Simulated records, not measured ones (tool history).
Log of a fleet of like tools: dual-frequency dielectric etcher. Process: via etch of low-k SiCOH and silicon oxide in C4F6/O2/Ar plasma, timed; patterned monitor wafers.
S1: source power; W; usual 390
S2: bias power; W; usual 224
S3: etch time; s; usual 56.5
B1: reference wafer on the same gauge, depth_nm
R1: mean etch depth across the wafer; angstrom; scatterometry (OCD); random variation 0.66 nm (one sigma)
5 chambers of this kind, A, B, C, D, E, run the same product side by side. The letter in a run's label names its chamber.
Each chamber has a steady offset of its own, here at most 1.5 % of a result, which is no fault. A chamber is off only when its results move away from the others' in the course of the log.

run	hour	S1	S2	S3	B1	R1
1D	15.8	390	224	56.5	174.88	1552.6
2E	29.7	390	224	56.5	175.19	1557.2
# hour 35.5: chamber E: bias power generator calibrated
3A	38.3	390	224	56.5	175.05	1548.9
# hour 45.6: chamber C: wet clean of the chamber
4B	50.9	390	224	56.5	175.19	1561.6
5C	62.1	390	224	56.5	174.93	1595.6
6B	73.1	390	224	56.5	175.13	1560.8
7A	84.5	390	224	56.5	175.10	1562.1
8D	99.1	390	224	56.5	175.14	1578.7
9C	107.4	390	224	56.5	174.98	1582.6
# hour 108.9: chamber E: wet clean of the chamber
10E	121.4	390	224	56.5	174.93	1551.1
11D	133.1	390	224	56.5	174.93	1559.6
12C	147.7	390	224	56.5	174.95	1585.5
13A	162.3	350	224	56.5	174.90	1479.9
14B	177.0	350	224	56.5	174.89	1492.7
15E	185.5	350	224	56.5	175.21	1495.2
16D	199.7	350	224	56.5	175.06	1494.1
17C	210.3	350	224	56.5	175.07	1512.5
18E	223.0	390	224	56.5	174.96	1562.1
19A	233.4	390	224	56.5	174.97	1528.9
20B	249.4	390	224	56.5	174.91	1576.7
21E	264.9	440	224	56.5	174.94	1639.9
22A	273.9	440	224	56.5	174.91	1604.2
23C	288.9	440	224	56.5	175.01	1670.0
24D	305.3	440	224	56.5	174.92	1639.7
# hour 307.9: chamber D: wet clean of the chamber
25B	318.1	440	224	56.5	174.83	1642.9
26E	327.8	390	224	56.5	174.99	1560.5
27A	336.1	390	224	56.5	175.12	1526.8
28D	347.3	390	257	56.5	175.07	1638.9
29C	355.6	390	257	56.5	175.01	1658.6
30B	367.1	390	257	56.5	175.07	1646.2
31C	382.4	390	257	56.5	175.03	1656.7
# hour 386.7: chamber B: wet clean of the chamber
32E	398.3	390	257	56.5	174.93	1644.6
33B	412.3	390	224	56.5	174.90	1561.2
# hour 412.8: chamber A: bias power generator calibrated
34D	422.7	390	224	56.5	175.03	1547.6
35A	434.9	390	224	56.5	175.05	1504.8
# hour 444.4: chamber A: source power generator calibrated
36E	444.5	390	224	56.5	175.07	1565.3
37C	459.2	390	224	56.5	174.97	1586.9
# hour 461.1: chamber C: wet clean of the chamber
38D	467.1	390	224	56.5	174.95	1570.8
39B	480.0	390	185	56.5	174.99	1479.2
40A	487.6	390	185	56.5	175.06	1425.0
41E	495.5	390	185	56.5	175.03	1478.7
42C	504.2	390	185	56.5	175.15	1480.2

All 5 chambers run these settings next. Forecast each chamber's results:
43A	516.1	390	252	56.5		?
43B	516.1	390	252	56.5		?
43C	516.1	390	252	56.5		?
43D	516.1	390	252	56.5		?
43E	516.1	390	252	56.5		?

run	R1
43A	1563.9
43B	1624.9
43C	1637.4
43D	1623.0
43E	1615.5
